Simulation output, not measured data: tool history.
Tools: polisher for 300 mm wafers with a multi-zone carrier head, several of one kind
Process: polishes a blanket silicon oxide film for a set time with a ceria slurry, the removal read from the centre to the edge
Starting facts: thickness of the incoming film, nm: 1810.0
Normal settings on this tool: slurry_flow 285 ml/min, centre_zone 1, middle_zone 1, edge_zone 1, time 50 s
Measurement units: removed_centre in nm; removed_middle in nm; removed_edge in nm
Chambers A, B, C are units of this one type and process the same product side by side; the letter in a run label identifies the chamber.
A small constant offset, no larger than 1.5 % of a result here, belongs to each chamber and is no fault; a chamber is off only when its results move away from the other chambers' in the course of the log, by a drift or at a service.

run	hour	slurry_flow	centre_zone	middle_zone	edge_zone	time	removed_centre	removed_middle	removed_edge
1A	4.2	285	1	1	1	50	252.28	251.29	252.27
2B	9.4	285	1	1	1	50	254.51	258.02	252.72
3C	14.7	285	1	1	1	50	257.78	250.96	249.3
# hour 15.2: chamber C: worn pad replaced by a new one
4A	18.7	285	1	1	1	50	252.17	251.23	246.82
5C	24.4	285	1	1	1	50	253.51	249.51	251.53
6B	30.1	285	0.96	1	1.08	50	239.45	254.95	264.9
7A	37	285	0.96	1	1.08	50	239.13	250.35	262.85
8B	41.7	285	0.96	1	1.08	50	243.7	253.26	259.36
# hour 43.8: chamber B: worn pad replaced by a new one
9C	50.2	285	1	1	1	45	228.35	222.15	225.58
10B	57.9	285	1	1	1	45	225.95	227.03	226.6
# hour 63: chamber C: worn pad replaced by a new one
# hour 63.1: chamber A: worn pad replaced by a new one
11A	67.3	285	1	1	1	45	229.04	228.32	224.83
12C	74.7	285	1	1	1	50	253.61	247.15	253.61
13A	80.1	285	1	1	1	50	251.35	253	252.95
14C	84.7	285	1	1	1	50	255.61	247.47	250.77
15B	92	285	1	1	1	50	258.42	254.91	253.81
16A	96.1	320	1	1	1	50	251.1	255.02	253.09
17B	105.1	320	1	1	1	50	263.03	258.72	253.32
# hour 105.3: chamber B: worn pad replaced by a new one
18C	109.6	320	1	1	1	50	259.07	252.76	250.97
# hour 118.4: chamber C: worn pad replaced by a new one
19B	118.6	285	1	1	1	50	248.3	253.23	250.94
20A	124.1	285	1	1	1	50	249.51	251.57	248.99
21C	131.3	285	1	1	0.9	50	254.28	248.2	232.9
22B	138	285	1	1	0.9	50	258.05	255.81	238.97
23C	142.1	285	1	1	0.9	50	253.2	245	238.79

Decide between three cases: one chamber stands off from its peers, the gauge reading all wafers drifts, or nothing is wrong past each chamber's small offset. Where a chamber is off, say which and what most likely put it there.

All chambers stay in line apart from their small fixed offsets, and the gauge does not drift.

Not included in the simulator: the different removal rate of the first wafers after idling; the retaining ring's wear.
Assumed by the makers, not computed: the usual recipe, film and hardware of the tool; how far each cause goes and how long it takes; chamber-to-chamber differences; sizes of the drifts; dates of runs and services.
